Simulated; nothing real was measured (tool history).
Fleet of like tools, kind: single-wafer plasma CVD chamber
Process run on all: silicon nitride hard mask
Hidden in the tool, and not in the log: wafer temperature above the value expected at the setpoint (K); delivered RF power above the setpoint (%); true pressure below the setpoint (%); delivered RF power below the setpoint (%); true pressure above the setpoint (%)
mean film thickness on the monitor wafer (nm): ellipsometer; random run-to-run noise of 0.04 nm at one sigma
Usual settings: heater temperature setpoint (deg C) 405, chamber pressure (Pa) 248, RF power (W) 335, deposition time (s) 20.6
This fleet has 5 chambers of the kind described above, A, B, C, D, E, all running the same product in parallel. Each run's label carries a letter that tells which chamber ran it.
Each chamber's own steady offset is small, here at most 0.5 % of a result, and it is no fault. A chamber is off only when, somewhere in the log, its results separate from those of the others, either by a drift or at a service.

run	hour	heater temperature setpoint (deg C)	chamber pressure (Pa)	RF power (W)	deposition time (s)	hours since the last thermocouple change	hours since the last RF generator calibration	hours since the last manometer calibration	read-back reference wafer on the same gauge, thickness_nm	mean film thickness on the monitor wafer (nm)
1C	7	405	248	335	20.6	1786.1	1256.5	843.3	30.804	26.47
2E	11.4	405	248	335	20.6	2895.4	493.6	1124.5	30.791	26.617
3A	17.4	405	248	335	20.6	144.4	1401.5	1562.4	30.795	26.563
4D	25.8	405	248	335	20.6	807.4	1863.5	2219.1	30.777	26.581
5B	29.6	405	213	335	21.9	297.6	1740.6	245.8	30.776	27.102
6A	35.3	405	213	335	21.9	162.3	1419.4	1580.3	30.769	27.016
7B	42.3	405	213	335	21.9	310.3	1753.3	258.5	30.775	27.068
8C	49.3	405	213	335	21.9	1828.4	1298.8	885.6	30.755	26.843
9D	57.6	405	213	335	21.9	839.2	1895.3	2250.9	30.756	27.065
10E	64.2	405	248	335	20.6	2948.2	546.4	1177.3	30.76	26.63
11D	71.8	418	248	375	20.6	853.4	1909.5	2265.1	30.751	28.497
12E	80.7	418	248	375	20.6	2964.7	562.9	1193.8	30.744	28.35
13C	85.9	418	248	375	20.6	1865	1335.4	922.2	30.743	28.179
14B	89.7	418	248	375	20.6	357.7	1800.7	305.9	30.746	28.424
15A	98.4	418	248	375	20.6	225.4	1482.5	1643.4	30.735	28.209
16E	107.3	405	248	335	20.6	2991.3	589.5	1220.4	30.727	26.458
17A	115.6	405	248	335	20.6	242.6	1499.7	1660.6	30.717	26.486
18D	121.3	405	248	335	20.6	902.9	1959	2314.6	30.716	26.535
19C	127	405	248	335	20.6	1906.1	1376.5	963.3	30.717	26.387
20B	134.2	405	248	335	20.6	402.2	1845.2	350.4	30.703	26.544
21A	140.2	392	248	335	20.6	267.2	1524.3	1685.2	30.692	26.585
22C	146.4	392	248	335	20.6	1925.5	1395.9	982.7	30.696	26.531
# hour 150.1: chamber C: RF generator calibrated
23D	153.8	392	248	335	20.6	935.4	1991.5	2347.1	30.699	26.713
24B	161.6	392	248	335	20.6	429.6	1872.6	377.8	30.706	26.659
25E	166.9	392	248	335	20.6	3050.9	649.1	1280	30.682	26.691
# hour 168.9: chamber A: RF generator calibrated
26A	171.1	405	248	335	20.6	298.1	2.3	1716.1	30.685	26.447
27C	178.5	405	248	335	20.6	1957.6	28.4	1014.8	30.671	26.345
# hour 180.7: chamber E: thermocouple changed; heater temperature recalibrated
# hour 180.7: chamber A: capacitance manometer re-zeroed and calibrated
28E	183.8	405	204	365	20.6	3.1	666	1296.9	30.677	26.445
29B	191.2	405	204	365	20.6	459.2	1902.2	407.4	30.675	26.47
30D	199.8	405	204	365	20.6	981.4	2037.5	2393.1	30.662	26.489
31C	206.7	405	204	365	20.6	1985.8	56.6	1043	30.648	26.241
32D	213.3	405	204	365	20.6	994.9	2051	2406.6	30.652	26.481
33B	217.8	405	248	335	20.6	485.8	1928.8	434	30.648	26.51
34E	223.2	405	248	335	20.6	42.5	705.4	1336.3	30.644	26.443
35A	228.6	409	271	335	20.6	355.6	59.8	47.9	30.647	27.079
36A	233.1	409	271	335	20.6	360.1	64.3	52.4	30.647	26.972
37E	241.2	409	271	335	20.6	60.5	723.4	1354.3	30.63	27.112
38C	246.6	409	271	335	20.6	2025.7	96.5	1082.9	30.639	26.836
39B	251	409	271	335	20.6	519	1962	467.2	30.632	27.168
40D	255.4	405	248	335	20.6	1037	2093.1	2448.7	30.622	26.586
41E	262.8	405	248	335	20.6	82.1	745	1375.9	30.617	26.468
42D	270.5	405	248	335	20.6	1052.1	2108.2	2463.8	30.618	26.476
43A	275.3	405	248	335	20.6	402.3	106.5	94.6	30.608	26.425

For the next run the whole fleet of 5 chambers uses the same settings. Give each chamber's results:
44A	281.7	405	248	335	20.6					?
44B	281.7	405	248	335	20.6					?
44C	281.7	405	248	335	20.6					?
44D	281.7	405	248	335	20.6					?
44E	281.7	405	248	335	20.6					?

run	mean film thickness on the monitor wafer (nm)
44A	26.416
44B	26.469
44C	26.281
44D	26.438
44E	26.38
